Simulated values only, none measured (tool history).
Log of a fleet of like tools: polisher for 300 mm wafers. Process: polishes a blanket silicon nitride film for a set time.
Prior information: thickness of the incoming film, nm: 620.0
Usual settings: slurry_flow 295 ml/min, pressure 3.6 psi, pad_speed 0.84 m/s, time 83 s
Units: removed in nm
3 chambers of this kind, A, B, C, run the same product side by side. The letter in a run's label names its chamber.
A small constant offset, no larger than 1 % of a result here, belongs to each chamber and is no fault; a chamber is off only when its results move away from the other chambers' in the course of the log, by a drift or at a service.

run     day  slurry_flow  pressure  pad_speed  time  wafers polished on this pad  hours since the slurry nozzle was cleaned  hours since the head pressure was calibrated  removed
 1C   0.233          295       3.6       0.84    83                          675                                      395.9                                         586.6  122.210
 2B   0.625          295       3.6       0.84    83                         1180                                      586.4                                         417.6  123.580
 3A   0.879          295       3.6       0.84    83                          469                                      202.4                                         705.3  123.810
 4B   1.067          295       3.6       0.84    83                         1309                                      597.0                                         428.2  121.050
 5C   1.350          260       3.6       1.04    83                         1001                                      422.7                                         613.4  143.650
 6A   1.692          260       3.6       1.04    83                          707                                      221.9                                         724.8  146.360
      1.912  -- chamber B: worn pad replaced by a new one
 7C   1.938          260       3.6       1.04    83                         1173                                      436.8                                         627.5  144.970
 8B   2.221          295       3.6       0.62    83                           90                                      624.7                                         455.9   96.528
 9A   2.542          295       3.6       0.62    83                          955                                      242.3                                         745.2   99.817
10C   2.883          295       3.6       0.62    83                         1449                                      459.5                                         650.2   96.948
11B   3.167          295       3.6       0.84    83                          366                                      647.4                                         478.6  123.810
12A   3.421          295       3.6       0.84    83                         1212                                      263.4                                         766.3  126.370
13C   3.842          355       3.6       0.84   100                         1729                                      482.5                                         673.2  150.590
14A   4.117          355       3.6       0.84   100                         1415                                      280.1                                         783.0  152.880
15B   4.417          355       3.6       0.84   100                          731                                      677.4                                         508.6  151.280
      4.517  -- chamber A: worn pad replaced by a new one
16A   4.729          295       3.6       0.84    83                           63                                      294.8                                         797.7  124.020
17B   5.142          295       3.6       0.84    83                          943                                      694.8                                         526.0  122.920
18C   5.379          295       3.6       0.84    83                         2178                                      519.4                                         710.1  123.200
19C   5.575          295       3.6       0.84    83                         2235                                      524.1                                         714.8  121.330
20A   5.842          295       3.6       0.84    83                          388                                      321.5                                         824.4  125.870
21B   6.029          195       4.1       0.84    83                         1202                                      716.1                                         547.3  134.950
22B   6.425          195       4.1       0.84    83                         1318                                      725.6                                         556.8  135.650
23C   6.625          195       4.1       0.84    83                         2542                                      549.3                                         740.0  131.220
      6.917  -- chamber B: worn pad replaced by a new one
24A   7.021          295       3.6       0.84    83                          732                                      349.8                                         852.7  126.830
      7.104  -- chamber A: head pressure recalibrated
25B   7.371          295       3.6       0.84    83                          133                                      748.3                                         579.5  124.520
26C   7.575          295       3.6       0.84    83                         2819                                      572.1                                         762.8  118.610
27A   7.796          295       3.6       0.84    83                          958                                      368.4                                          16.7  124.510
28C   8.042          295       3.6       0.84    83                         2956                                      583.3                                         774.0  120.300
      8.246  -- chamber A: slurry nozzle cleaned
29A   8.250          295       3.6       0.84    83                         1091                                        0.2                                          27.6  124.080
30B   8.612          295       3.6       0.84    83                          496                                      778.1                                         609.3  124.770
31B   9.000          295       3.6       0.84    83                          609                                      787.4                                         618.6  124.230
32C   9.408          295       3.6       0.84    83                         3355                                      616.1                                         806.8  117.110
33A   9.633          295       3.6       1.04    83                         1495                                       33.4                                          60.8  149.130
      9.688  -- chamber A: worn pad replaced by a new one
34C   9.958          295       3.6       1.04    83                         3516                                      629.3                                         820.0  138.150
35B  10.233          295       3.6       1.04    83                          969                                      817.0                                         648.2  146.560
     10.279  -- chamber C: slurry nozzle cleaned
36A  10.558          295       3.6       0.84    83                          255                                       55.6                                          83.0  124.520
37C  10.908          295       3.6       0.84    83                         3793                                       15.2                                         842.8  116.980

Each of the 3 chambers runs these same settings next. Fill in every chamber's results:
38A  11.217          295       3.6       0.84    83                                                                                                                              ?
38B  11.217          295       3.6       0.84    83                                                                                                                              ?
38C  11.217          295       3.6       0.84    83                                                                                                                              ?

run  removed
38A  126.310
38B  124.540
38C  115.770

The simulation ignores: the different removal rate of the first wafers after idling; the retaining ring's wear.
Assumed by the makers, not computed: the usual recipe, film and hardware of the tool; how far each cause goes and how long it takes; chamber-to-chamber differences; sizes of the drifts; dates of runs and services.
